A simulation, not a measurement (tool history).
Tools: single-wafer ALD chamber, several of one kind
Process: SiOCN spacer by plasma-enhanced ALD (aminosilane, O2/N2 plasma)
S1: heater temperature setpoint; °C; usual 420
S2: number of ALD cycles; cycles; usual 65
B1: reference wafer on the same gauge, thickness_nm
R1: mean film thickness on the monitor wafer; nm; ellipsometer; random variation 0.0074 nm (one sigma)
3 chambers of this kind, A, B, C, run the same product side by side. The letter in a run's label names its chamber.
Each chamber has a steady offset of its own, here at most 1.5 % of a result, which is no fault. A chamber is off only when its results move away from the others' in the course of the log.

Run 1A, hour 12.7: usual settings; B1 4.1223. Result: R1 3.7070 nm.
Run 2C, hour 23.3: usual settings; B1 4.1199. Result: R1 3.7028 nm.
Run 3B, hour 36.1: usual settings; B1 4.1213. Result: R1 3.6417 nm.
Run 4A, hour 44.7: usual settings; B1 4.1211. Result: R1 3.7122 nm.
Run 5C, hour 56.6: usual settings; B1 4.1212. Result: R1 3.6895 nm.
Run 6B, hour 66.4: usual settings but S2 59 cycles; B1 4.1212. Result: R1 3.3049 nm.
Run 7B, hour 80.7: usual settings but S2 59 cycles; B1 4.1215. Result: R1 3.3121 nm.
Run 8A, hour 93.3: usual settings but S2 59 cycles; B1 4.1180. Result: R1 3.3631 nm.
Run 9C, hour 104.3: usual settings; B1 4.1191. Result: R1 3.6963 nm.
Run 10B, hour 118.3: usual settings; B1 4.1194. Result: R1 3.6367 nm.
Run 11C, hour 132.0: usual settings but S1 414 °C, S2 77 cycles; B1 4.1185. Result: R1 4.4499 nm.
Run 12A, hour 144.6: usual settings but S1 414 °C, S2 77 cycles; B1 4.1202. Result: R1 4.4566 nm.
Run 13B, hour 156.1: usual settings but S1 414 °C, S2 77 cycles; B1 4.1204. Result: R1 4.4083 nm.
Run 14A, hour 170.9: usual settings but S2 70 cycles; B1 4.1200. Result: R1 3.9999 nm.
At hour 181.4: chamber C: thermocouple changed; heater temperature recalibrated.
Run 15C, hour 183.7: usual settings but S2 70 cycles; B1 4.1200. Result: R1 4.0452 nm.
Run 16A, hour 194.5: usual settings but S2 70 cycles; B1 4.1199. Result: R1 3.9841 nm.
Run 17C, hour 202.0: usual settings but S2 78 cycles; B1 4.1215. Result: R1 4.5004 nm.
Run 18B, hour 212.5: usual settings but S2 78 cycles; B1 4.1192. Result: R1 4.3762 nm.
Run 19C, hour 222.6: usual settings but S2 78 cycles; B1 4.1196. Result: R1 4.5263 nm.
Run 20A, hour 232.1: usual settings; B1 4.1214. Result: R1 3.7011 nm.
Run 21B, hour 239.7: usual settings; B1 4.1212. Result: R1 3.6536 nm.
Run 22C, hour 249.2: usual settings; B1 4.1204. Result: R1 3.7517 nm.
Run 23A, hour 258.4: usual settings; B1 4.1217. Result: R1 3.7090 nm.
Run 24B, hour 269.4: usual settings; B1 4.1191. Result: R1 3.6547 nm.
Run 25B, hour 276.6: usual settings; B1 4.1209. Result: R1 3.6388 nm.
Run 26A, hour 287.7: usual settings; B1 4.1197. Result: R1 3.6968 nm.
Run 27C, hour 300.2: usual settings; B1 4.1201. Result: R1 3.7558 nm.
Run 28C, hour 312.1: usual settings; B1 4.1198. Result: R1 3.7736 nm.
Run 29B, hour 324.5: usual settings; B1 4.1199. Result: R1 3.6364 nm.

All 3 chambers run these settings next. Forecast each chamber's results:
Run 30A, hour 335.2: usual settings. Result: R1 ?.
Run 30B, hour 335.2: usual settings. Result: R1 ?.
Run 30C, hour 335.2: usual settings. Result: R1 ?.

run      R1
30A  3.6981
30B  3.6469
30C  3.7536

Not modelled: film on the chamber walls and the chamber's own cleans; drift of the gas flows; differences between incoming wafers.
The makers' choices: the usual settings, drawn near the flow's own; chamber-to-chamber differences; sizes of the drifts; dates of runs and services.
